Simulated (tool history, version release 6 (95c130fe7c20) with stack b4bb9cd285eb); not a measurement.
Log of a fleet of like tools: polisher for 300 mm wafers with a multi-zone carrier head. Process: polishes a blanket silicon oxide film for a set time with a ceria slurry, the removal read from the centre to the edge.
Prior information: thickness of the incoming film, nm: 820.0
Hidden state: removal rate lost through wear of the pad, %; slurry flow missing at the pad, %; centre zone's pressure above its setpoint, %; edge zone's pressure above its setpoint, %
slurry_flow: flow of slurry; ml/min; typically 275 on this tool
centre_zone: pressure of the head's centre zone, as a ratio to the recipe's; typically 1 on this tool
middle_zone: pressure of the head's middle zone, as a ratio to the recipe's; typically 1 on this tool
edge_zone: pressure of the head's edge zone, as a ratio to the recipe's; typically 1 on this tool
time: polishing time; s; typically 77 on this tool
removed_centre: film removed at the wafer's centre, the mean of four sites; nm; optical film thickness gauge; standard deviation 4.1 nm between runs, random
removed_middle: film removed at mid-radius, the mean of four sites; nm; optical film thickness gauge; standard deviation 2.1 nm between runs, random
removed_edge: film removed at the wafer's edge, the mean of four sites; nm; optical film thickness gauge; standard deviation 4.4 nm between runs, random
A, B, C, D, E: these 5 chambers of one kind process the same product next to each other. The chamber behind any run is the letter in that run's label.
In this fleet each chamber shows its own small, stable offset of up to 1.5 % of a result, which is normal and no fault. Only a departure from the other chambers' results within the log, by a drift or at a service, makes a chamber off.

run,hour,slurry_flow,centre_zone,middle_zone,edge_zone,time,wafers polished on this pad,hours since the slurry nozzle was cleaned,hours since the centre zone pressure was calibrated,hours since the edge zone pressure was calibrated,removed_centre,removed_middle,removed_edge
# hour 3.9: chamber D: worn pad replaced by a new one
1C,5.4,275,1,1,1,77,473,12,225.7,395.7,347,345.94,345.86
2E,9.9,275,1,1,1,77,284,241.9,755,138.2,349.26,338.56,345.05
3D,15.3,275,1,1,1,77,125,60.6,260,1028.4,345.54,341.46,347.81
# hour 16.3: chamber D: edge zone pressure recalibrated
4B,20.7,275,1,1,1,77,483,391.5,195,684.6,337.87,342.36,335.01
5A,26.9,275,1,1,1,77,1267,621.1,617.2,95.9,337.93,338.42,347.64
# hour 28.9: chamber B: worn pad replaced by a new one
6B,36.5,275,1,1,1,77,83,407.3,210.8,700.4,336.61,345.01,349.99
7A,44,275,1,1,1,77,1455,638.2,634.3,113,343.34,339.87,338.73
# hour 49.8: chamber E: worn pad replaced by a new one
8E,50.5,275,1,1,1,77,8,282.5,795.6,178.8,338.26,340.85,345.52
# hour 53.2: chamber A: worn pad replaced by a new one
# hour 56.6: chamber B: slurry nozzle cleaned
9D,58.3,275,1,1,1,77,596,103.6,303,42.1,343.14,344.98,342.47
10C,62.9,275,1,1,1,77,1103,69.5,283.2,453.2,339.68,347.64,345.82
11A,69.3,275,1,1,1,77,177,663.5,659.6,138.3,344.91,339.56,341.4
# hour 71.2: chamber C: worn pad replaced by a new one
12B,77,275,1,1,1,77,527,20.5,251.3,740.9,341,344.94,339.27
# hour 81.6: chamber B: worn pad replaced by a new one
13E,82.7,275,1,1,1,77,361,314.7,827.8,211,343.54,343.83,351.59
# hour 89.4: chamber D: worn pad replaced by a new one
14D,90.1,275,1,1,1,77,8,135.4,334.8,73.9,342.49,346.43,341.93
15C,96,275,1,1,1,77,272,102.6,316.3,486.3,342.25,345.93,346.08
16A,102.2,275,1,1,1,77,537,696.4,692.5,171.2,347.08,338.29,337.81
17D,112.4,275,1,1,1,77,252,157.7,357.1,96.2,347.71,343.13,347.76
# hour 113.9: chamber E: worn pad replaced by a new one
18C,118.2,275,1,1,1,77,515,124.8,338.5,508.5,338.81,347.48,344.02
19E,123.8,275,1,1,1,77,109,355.8,868.9,252.1,349.4,337.2,343.72
20B,130.9,275,1,1,1,77,540,74.4,305.2,794.8,337.3,340.48,336.2
# hour 137.6: chamber B: worn pad replaced by a new one
21A,138.4,275,1,1,1,77,934,732.6,728.7,207.4,342.84,338.57,344.6
22D,145.6,275,1,1,1.1,90,616,190.9,390.3,129.4,412.97,404.19,430.85
23E,152.6,275,1,1,1.1,90,424,384.6,897.7,280.9,393.52,394.13,413.98
24B,159.7,275,1,1,1.1,90,242,103.2,334,823.6,395.2,401.45,418.48
25C,164.7,275,1,1,1.1,90,1025,171.3,385,555,407.64,405.13,419.42
# hour 164.9: chamber D: worn pad replaced by a new one
26B,170.8,275,1,1,1.1,90,363,114.3,345.1,834.7,387.14,400.88,421.04
# hour 176.3: chamber C: centre zone pressure recalibrated
# hour 176.9: chamber B: centre zone pressure recalibrated
27E,180.4,275,1.1,1,1,100,729,412.4,925.5,308.7,495.28,446.25,440.11
# hour 180.9: chamber E: worn pad replaced by a new one
# hour 183.1: chamber C: worn pad replaced by a new one
# hour 186.5: chamber B: worn pad replaced by a new one
28A,187.1,275,1.1,1,1,100,1467,781.3,777.4,256.1,486.97,441.79,438.98
# hour 190.3: chamber A: worn pad replaced by a new one
29D,194.3,275,1.1,1,1,100,322,239.6,439,178.1,495.35,451.22,450.46
30C,200.1,275,1.1,1,1,100,187,206.7,23.8,590.4,504.53,446.34,445.17
# hour 205: chamber A: centre zone pressure recalibrated
31C,206.3,275,1.1,1,1,100,255,212.9,30,596.6,497.25,446.6,435.44
32D,213.1,275,1,1,1,77,528,258.4,457.8,196.9,348.86,343.26,340.37
# hour 214.6: chamber A: slurry nozzle cleaned
33B,219.5,275,1,1,1,77,362,163,42.6,883.4,334.99,341.88,336.46
34A,229,275,1,1,1,77,424,14.4,24.1,298,336.19,339.15,341.07
35E,236.8,275,1,1,1,62,613,468.8,981.9,365.1,281.9,276.32,271.16
# hour 240.1: chamber B: worn pad replaced by a new one
# hour 242.2: chamber D: worn pad replaced by a new one
36D,244.3,275,1,1,1,62,23,289.6,489,228.1,273.03,277.01,275.07
37A,253.5,275,1,1,1,62,692,38.9,48.6,322.5,278.22,272.06,274.86
38B,262.3,275,1,1,1,62,244,205.8,85.4,926.2,271.52,275.98,276.87

Decide between three cases: one chamber stands off from its peers, the gauge reading all wafers drifts, or nothing is wrong past each chamber's small offset. Where a chamber is off, say which and what most likely put it there.

Neither any chamber nor the gauge drifts; the chambers differ only by their own small, steady offsets.

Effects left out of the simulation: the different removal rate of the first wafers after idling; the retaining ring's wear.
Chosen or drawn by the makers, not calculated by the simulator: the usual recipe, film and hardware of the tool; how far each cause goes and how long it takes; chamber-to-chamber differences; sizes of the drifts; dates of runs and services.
